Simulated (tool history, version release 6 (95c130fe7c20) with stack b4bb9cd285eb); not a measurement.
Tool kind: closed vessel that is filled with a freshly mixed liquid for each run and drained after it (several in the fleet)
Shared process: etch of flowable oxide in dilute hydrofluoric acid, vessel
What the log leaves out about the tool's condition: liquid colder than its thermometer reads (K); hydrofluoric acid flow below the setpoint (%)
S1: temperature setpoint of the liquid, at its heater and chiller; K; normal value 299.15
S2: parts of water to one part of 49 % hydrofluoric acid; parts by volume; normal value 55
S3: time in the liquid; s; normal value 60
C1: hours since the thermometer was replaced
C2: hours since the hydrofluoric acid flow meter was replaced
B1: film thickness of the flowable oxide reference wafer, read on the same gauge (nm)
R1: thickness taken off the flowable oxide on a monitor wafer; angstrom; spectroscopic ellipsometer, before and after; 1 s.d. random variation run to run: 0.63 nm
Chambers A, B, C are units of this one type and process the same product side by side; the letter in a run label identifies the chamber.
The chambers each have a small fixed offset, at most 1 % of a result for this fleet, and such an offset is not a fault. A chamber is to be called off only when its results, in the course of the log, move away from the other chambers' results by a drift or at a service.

{"run": "1A", "hour": 10.2, "S1": 299.15, "S2": 55, "S3": 60, "C1": 1161.9, "C2": 995.9, "B1": 140.0, "R1": 850.07}
{"run": "2C", "hour": 16.4, "S1": 299.15, "S2": 55, "S3": 60, "C1": 1843.0, "C2": 1179.1, "B1": 139.99, "R1": 862.06}
{"run": "3B", "hour": 23.5, "S1": 299.15, "S2": 55, "S3": 60, "C1": 738.9, "C2": 803.5, "B1": 139.98, "R1": 861.11}
{"run": "4C", "hour": 28.6, "S1": 299.15, "S2": 55, "S3": 60, "C1": 1855.2, "C2": 1191.3, "B1": 140.0, "R1": 861.02}
{"run": "5B", "hour": 39.4, "S1": 299.15, "S2": 55, "S3": 60, "C1": 754.8, "C2": 819.4, "B1": 140.03, "R1": 864.42}
{"run": "6A", "hour": 50.4, "S1": 299.15, "S2": 55, "S3": 60, "C1": 1202.1, "C2": 1036.1, "B1": 139.98, "R1": 856.7}
{"run": "7C", "hour": 58.5, "S1": 299.15, "S2": 85, "S3": 45, "C1": 1885.1, "C2": 1221.2, "B1": 140.08, "R1": 399.28}
{"run": "8A", "hour": 65.4, "S1": 299.15, "S2": 85, "S3": 45, "C1": 1217.1, "C2": 1051.1, "B1": 139.99, "R1": 402.57}
{"run": "9B", "hour": 70.5, "S1": 299.15, "S2": 85, "S3": 45, "C1": 785.9, "C2": 850.5, "B1": 139.96, "R1": 401.9}
{"run": "10A", "hour": 75.9, "S1": 299.15, "S2": 55, "S3": 60, "C1": 1227.6, "C2": 1061.6, "B1": 139.99, "R1": 853.9}
{"run": "11B", "hour": 83.9, "S1": 299.15, "S2": 55, "S3": 60, "C1": 799.3, "C2": 863.9, "B1": 140.02, "R1": 855.74}
{"run": "12C", "hour": 95.3, "S1": 299.15, "S2": 45, "S3": 30, "C1": 1921.9, "C2": 1258.0, "B1": 139.99, "R1": 535.8}
{"run": "13C", "hour": 102.8, "S1": 299.15, "S2": 45, "S3": 30, "C1": 1929.4, "C2": 1265.5, "B1": 140.03, "R1": 531.44}
{"run": "14A", "hour": 111.3, "S1": 299.15, "S2": 45, "S3": 30, "C1": 1263.0, "C2": 1097.0, "B1": 140.02, "R1": 528.91}
{"run": "15B", "hour": 117.4, "S1": 299.15, "S2": 55, "S3": 60, "C1": 832.8, "C2": 897.4, "B1": 140.01, "R1": 851.11}
{"run": "16A", "hour": 128.7, "S1": 299.15, "S2": 55, "S3": 60, "C1": 1280.4, "C2": 1114.4, "B1": 139.96, "R1": 847.67}
{"run": "17B", "hour": 139.2, "S1": 299.15, "S2": 55, "S3": 60, "C1": 854.6, "C2": 919.2, "B1": 140.03, "R1": 850.72}
{"run": "18C", "hour": 150.3, "S1": 299.15, "S2": 55, "S3": 60, "C1": 1976.9, "C2": 1313.0, "B1": 140.01, "R1": 866.25}
{"run": "19C", "hour": 156.3, "S1": 299.15, "S2": 55, "S3": 60, "C1": 1982.9, "C2": 1319.0, "B1": 140.02, "R1": 871.81}
{"run": "20B", "hour": 164.9, "S1": 299.15, "S2": 55, "S3": 60, "C1": 880.3, "C2": 944.9, "B1": 139.94, "R1": 851.39}
{"run": "21A", "hour": 175.2, "S1": 299.15, "S2": 55, "S3": 60, "C1": 1326.9, "C2": 1160.9, "B1": 139.98, "R1": 857.66}
{"run": "22B", "hour": 180.2, "S1": 299.15, "S2": 55, "S3": 60, "C1": 895.6, "C2": 960.2, "B1": 139.97, "R1": 859.58}
{"run": "23C", "hour": 191.3, "S1": 299.15, "S2": 55, "S3": 60, "C1": 2017.9, "C2": 1354.0, "B1": 139.99, "R1": 858.31}
{"run": "24A", "hour": 198.8, "S1": 303.15, "S2": 70, "S3": 60, "C1": 1350.5, "C2": 1184.5, "B1": 140.03, "R1": 780.62}
{"run": "25A", "hour": 209.9, "S1": 303.15, "S2": 70, "S3": 60, "C1": 1361.6, "C2": 1195.6, "B1": 139.98, "R1": 771.16}
{"run": "26B", "hour": 219.2, "S1": 303.15, "S2": 70, "S3": 60, "C1": 934.6, "C2": 999.2, "B1": 139.97, "R1": 783.73}

Read the log: is a single chamber off, either drifting away or since a service, is the gauge that measures every chamber drifting, or is nothing wrong beyond small per-chamber offsets? Name any odd chamber and what most likely caused it.

No chamber stands off beyond its own small offset, and the gauge holds steady.
